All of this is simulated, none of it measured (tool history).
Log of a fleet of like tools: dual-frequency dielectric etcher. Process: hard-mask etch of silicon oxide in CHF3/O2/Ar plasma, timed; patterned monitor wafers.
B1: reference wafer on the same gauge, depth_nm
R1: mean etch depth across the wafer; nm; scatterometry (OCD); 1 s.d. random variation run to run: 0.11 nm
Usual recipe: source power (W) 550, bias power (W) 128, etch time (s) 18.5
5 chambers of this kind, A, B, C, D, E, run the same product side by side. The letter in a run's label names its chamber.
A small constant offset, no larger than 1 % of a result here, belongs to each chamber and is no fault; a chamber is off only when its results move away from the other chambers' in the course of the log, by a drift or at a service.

{"run": "1A", "hour": 12.5, "source power (W)": 550, "bias power (W)": 128, "etch time (s)": 18.5, "B1": 33.4, "R1": 31.414}
{"hour": 18.0, "done": "chamber D: wet clean of the chamber"}
{"run": "2E", "hour": 23.9, "source power (W)": 550, "bias power (W)": 128, "etch time (s)": 18.5, "B1": 33.414, "R1": 31.712}
{"run": "3B", "hour": 37.0, "source power (W)": 550, "bias power (W)": 128, "etch time (s)": 18.5, "B1": 33.372, "R1": 31.754}
{"run": "4D", "hour": 50.3, "source power (W)": 550, "bias power (W)": 128, "etch time (s)": 18.5, "B1": 33.38, "R1": 31.449}
{"hour": 52.2, "done": "chamber E: wet clean of the chamber"}
{"run": "5C", "hour": 62.4, "source power (W)": 550, "bias power (W)": 128, "etch time (s)": 18.5, "B1": 33.415, "R1": 31.752}
{"run": "6E", "hour": 76.7, "source power (W)": 550, "bias power (W)": 128, "etch time (s)": 18.5, "B1": 33.39, "R1": 31.958}
{"hour": 77.5, "done": "chamber A: wet clean of the chamber"}
{"run": "7B", "hour": 91.3, "source power (W)": 550, "bias power (W)": 128, "etch time (s)": 18.5, "B1": 33.36, "R1": 31.626}
{"run": "8A", "hour": 107.4, "source power (W)": 550, "bias power (W)": 128, "etch time (s)": 18.5, "B1": 33.406, "R1": 31.49}
{"hour": 111.2, "done": "chamber B: wet clean of the chamber"}
{"run": "9C", "hour": 115.7, "source power (W)": 550, "bias power (W)": 128, "etch time (s)": 18.5, "B1": 33.414, "R1": 32.053}
{"run": "10D", "hour": 126.3, "source power (W)": 550, "bias power (W)": 111, "etch time (s)": 22.5, "B1": 33.432, "R1": 36.57}
{"run": "11C", "hour": 137.7, "source power (W)": 550, "bias power (W)": 111, "etch time (s)": 22.5, "B1": 33.407, "R1": 37.054}
{"run": "12A", "hour": 152.6, "source power (W)": 550, "bias power (W)": 111, "etch time (s)": 22.5, "B1": 33.411, "R1": 36.471}
{"run": "13D", "hour": 166.9, "source power (W)": 550, "bias power (W)": 111, "etch time (s)": 22.5, "B1": 33.4, "R1": 36.547}
{"run": "14E", "hour": 179.1, "source power (W)": 550, "bias power (W)": 111, "etch time (s)": 22.5, "B1": 33.418, "R1": 36.952}
{"run": "15B", "hour": 195.0, "source power (W)": 550, "bias power (W)": 128, "etch time (s)": 18.5, "B1": 33.347, "R1": 31.562}
{"run": "16B", "hour": 204.1, "source power (W)": 550, "bias power (W)": 128, "etch time (s)": 18.5, "B1": 33.377, "R1": 31.683}
{"hour": 205.3, "done": "chamber C: wet clean of the chamber"}
{"run": "17C", "hour": 215.5, "source power (W)": 550, "bias power (W)": 128, "etch time (s)": 18.5, "B1": 33.403, "R1": 32.01}
{"run": "18E", "hour": 224.7, "source power (W)": 550, "bias power (W)": 128, "etch time (s)": 18.5, "B1": 33.382, "R1": 31.797}
{"run": "19A", "hour": 234.9, "source power (W)": 550, "bias power (W)": 128, "etch time (s)": 18.5, "B1": 33.417, "R1": 31.351}
{"run": "20D", "hour": 245.3, "source power (W)": 550, "bias power (W)": 128, "etch time (s)": 18.5, "B1": 33.404, "R1": 31.169}
{"run": "21D", "hour": 255.0, "source power (W)": 550, "bias power (W)": 128, "etch time (s)": 13.5, "B1": 33.373, "R1": 23.041}
{"run": "22C", "hour": 265.5, "source power (W)": 550, "bias power (W)": 128, "etch time (s)": 13.5, "B1": 33.416, "R1": 23.307}
{"run": "23A", "hour": 273.5, "source power (W)": 550, "bias power (W)": 128, "etch time (s)": 13.5, "B1": 33.416, "R1": 22.983}
{"run": "24E", "hour": 285.6, "source power (W)": 550, "bias power (W)": 128, "etch time (s)": 13.5, "B1": 33.417, "R1": 23.168}
{"run": "25B", "hour": 293.4, "source power (W)": 550, "bias power (W)": 128, "etch time (s)": 13.5, "B1": 33.385, "R1": 23.265}
{"run": "26E", "hour": 304.5, "source power (W)": 550, "bias power (W)": 128, "etch time (s)": 18.5, "B1": 33.396, "R1": 31.804}
{"run": "27B", "hour": 318.6, "source power (W)": 550, "bias power (W)": 128, "etch time (s)": 18.5, "B1": 33.415, "R1": 31.764}
{"run": "28C", "hour": 329.7, "source power (W)": 550, "bias power (W)": 128, "etch time (s)": 18.5, "B1": 33.415, "R1": 32.224}
{"run": "29A", "hour": 340.1, "source power (W)": 550, "bias power (W)": 128, "etch time (s)": 18.5, "B1": 33.402, "R1": 31.344}
{"run": "30D", "hour": 347.8, "source power (W)": 550, "bias power (W)": 128, "etch time (s)": 21.0, "B1": 33.428, "R1": 35.534}
{"run": "31A", "hour": 359.3, "source power (W)": 550, "bias power (W)": 128, "etch time (s)": 21.0, "B1": 33.42, "R1": 35.85}
{"run": "32C", "hour": 371.0, "source power (W)": 550, "bias power (W)": 128, "etch time (s)": 21.0, "B1": 33.408, "R1": 36.184}
{"run": "33D", "hour": 383.9, "source power (W)": 550, "bias power (W)": 128, "etch time (s)": 21.0, "B1": 33.392, "R1": 35.635}
{"run": "34B", "hour": 395.5, "source power (W)": 550, "bias power (W)": 128, "etch time (s)": 21.0, "B1": 33.406, "R1": 35.908}
{"run": "35E", "hour": 403.6, "source power (W)": 550, "bias power (W)": 128, "etch time (s)": 18.5, "B1": 33.409, "R1": 31.802}
{"run": "36B", "hour": 414.1, "source power (W)": 550, "bias power (W)": 144, "etch time (s)": 22.5, "B1": 33.408, "R1": 39.925}
{"run": "37D", "hour": 430.3, "source power (W)": 550, "bias power (W)": 144, "etch time (s)": 22.5, "B1": 33.419, "R1": 39.752}
{"run": "38C", "hour": 445.9, "source power (W)": 550, "bias power (W)": 144, "etch time (s)": 22.5, "B1": 33.363, "R1": 40.239}
{"run": "39E", "hour": 460.3, "source power (W)": 550, "bias power (W)": 144, "etch time (s)": 22.5, "B1": 33.405, "R1": 39.984}
{"run": "40A", "hour": 476.2, "source power (W)": 550, "bias power (W)": 144, "etch time (s)": 22.5, "B1": 33.412, "R1": 39.622}
{"hour": 478.7, "done": "chamber A: wet clean of the chamber"}
{"run": "41A", "hour": 488.5, "source power (W)": 550, "bias power (W)": 128, "etch time (s)": 16.0, "B1": 33.435, "R1": 27.106}
{"run": "42B", "hour": 504.5, "source power (W)": 550, "bias power (W)": 128, "etch time (s)": 16.0, "B1": 33.384, "R1": 27.334}
{"run": "43D", "hour": 518.8, "source power (W)": 550, "bias power (W)": 128, "etch time (s)": 16.0, "B1": 33.402, "R1": 27.359}

The same settings go to every chamber for the next run, one line per chamber below. Forecast the results for each:
{"run": "44A", "hour": 530.6, "source power (W)": 550, "bias power (W)": 128, "etch time (s)": 18.5, "R1": "?"}
{"run": "44B", "hour": 530.6, "source power (W)": 550, "bias power (W)": 128, "etch time (s)": 18.5, "R1": "?"}
{"run": "44C", "hour": 530.6, "source power (W)": 550, "bias power (W)": 128, "etch time (s)": 18.5, "R1": "?"}
{"run": "44D", "hour": 530.6, "source power (W)": 550, "bias power (W)": 128, "etch time (s)": 18.5, "R1": "?"}
{"run": "44E", "hour": 530.6, "source power (W)": 550, "bias power (W)": 128, "etch time (s)": 18.5, "R1": "?"}

run=44A R1=31.591
run=44B R1=31.894
run=44C R1=31.824
run=44D R1=31.471
run=44E R1=31.484
